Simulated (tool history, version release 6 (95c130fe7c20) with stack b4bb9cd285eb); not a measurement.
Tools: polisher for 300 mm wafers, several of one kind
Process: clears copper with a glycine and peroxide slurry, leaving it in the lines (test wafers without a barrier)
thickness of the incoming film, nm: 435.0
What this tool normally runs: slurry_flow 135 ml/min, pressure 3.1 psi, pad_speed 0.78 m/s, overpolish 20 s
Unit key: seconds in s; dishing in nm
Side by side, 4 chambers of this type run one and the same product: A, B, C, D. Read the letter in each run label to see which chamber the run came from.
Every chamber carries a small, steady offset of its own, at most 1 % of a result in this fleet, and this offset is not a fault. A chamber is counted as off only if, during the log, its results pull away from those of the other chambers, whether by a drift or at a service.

| run | hour | slurry_flow | pressure | pad_speed | overpolish | seconds | dishing |
|---|---|---|---|---|---|---|---|
| 1D | 2.3 | 135 | 3.1 | 0.78 | 20 | 90.049 | 66.502 |
| 2C | 6.4 | 135 | 3.1 | 0.78 | 20 | 90.412 | 65.116 |
| 3A | 10.7 | 135 | 3.1 | 0.78 | 20 | 89.766 | 65.072 |
| 4B | 13.3 | 135 | 3.1 | 0.78 | 20 | 88.568 | 65.175 |
| 5D | 16.8 | 135 | 3.1 | 0.78 | 20 | 90.88 | 63.519 |
| 6C | 20.8 | 160 | 3.1 | 0.96 | 20 | 70.544 | 75.819 |
| 7A | 25.6 | 160 | 3.1 | 0.96 | 20 | 73.72 | 77.42 |
| 8B | 30 | 160 | 3.1 | 0.96 | 20 | 72.202 | 75.761 |
| 9B | 33.2 | 160 | 3.1 | 0.96 | 20 | 74.014 | 77.789 |
| 10C | 35.6 | 135 | 3.1 | 0.78 | 20 | 88.835 | 67.052 |
| 11A | 39.7 | 135 | 3.1 | 0.78 | 20 | 90.619 | 65.08 |
| 12D | 42.6 | 135 | 3.1 | 0.78 | 20 | 89.717 | 66.601 |
|  | 43.6 | chamber C: head pressure recalibrated |
|  | 45.7 | chamber C: worn pad replaced by a new one |
| 13D | 47.5 | 135 | 3.1 | 0.78 | 20 | 89.652 | 67.768 |
|  | 49.1 | chamber A: worn pad replaced by a new one |
| 14B | 50.2 | 135 | 3.1 | 0.78 | 20 | 90.25 | 66.233 |
| 15C | 53.7 | 135 | 3.1 | 0.78 | 20 | 89.706 | 65.928 |
| 16A | 56.4 | 135 | 3.1 | 0.78 | 20 | 90.458 | 64.061 |
| 17B | 60.3 | 150 | 3.6 | 0.78 | 20 | 78.005 | 74.424 |
|  | 62.3 | chamber D: worn pad replaced by a new one |
| 18C | 62.9 | 150 | 3.6 | 0.78 | 20 | 77.999 | 77.921 |
| 19A | 66.7 | 150 | 3.6 | 0.78 | 20 | 80.03 | 74.22 |
| 20D | 69.2 | 150 | 3.6 | 0.78 | 20 | 79.453 | 74.682 |
| 21D | 72.7 | 135 | 3.1 | 0.78 | 13 | 90.099 | 44.843 |
| 22B | 76.5 | 135 | 3.1 | 0.78 | 13 | 90.094 | 44.371 |
| 23A | 80.9 | 135 | 3.1 | 0.78 | 13 | 96.416 | 42.186 |
| 24C | 83.9 | 135 | 3.1 | 0.78 | 13 | 88.115 | 44.289 |
| 25A | 87.9 | 135 | 3.1 | 0.78 | 20 | 96.837 | 60.433 |
| 26D | 92.4 | 135 | 3.1 | 0.78 | 20 | 90.923 | 65.522 |
| 27B | 96.7 | 135 | 3.1 | 0.78 | 20 | 87.93 | 63.083 |
| 28C | 98.9 | 135 | 3.1 | 0.78 | 20 | 88.057 | 66.055 |
| 29C | 102.5 | 135 | 3.1 | 0.78 | 20 | 86.666 | 63.248 |

Next, every chamber runs the same settings. What will each give?
| 30A | 106.1 | 165 | 3.1 | 0.78 | 20 | ? | ? |
| 30B | 106.1 | 165 | 3.1 | 0.78 | 20 | ? | ? |
| 30C | 106.1 | 165 | 3.1 | 0.78 | 20 | ? | ? |
| 30D | 106.1 | 165 | 3.1 | 0.78 | 20 | ? | ? |

| run | seconds | dishing |
|---|---|---|
| 30A | 95.992 | 59.83 |
| 30B | 87.92 | 70.12 |
| 30C | 86.65 | 69.36 |
| 30D | 85.52 | 65.787 |
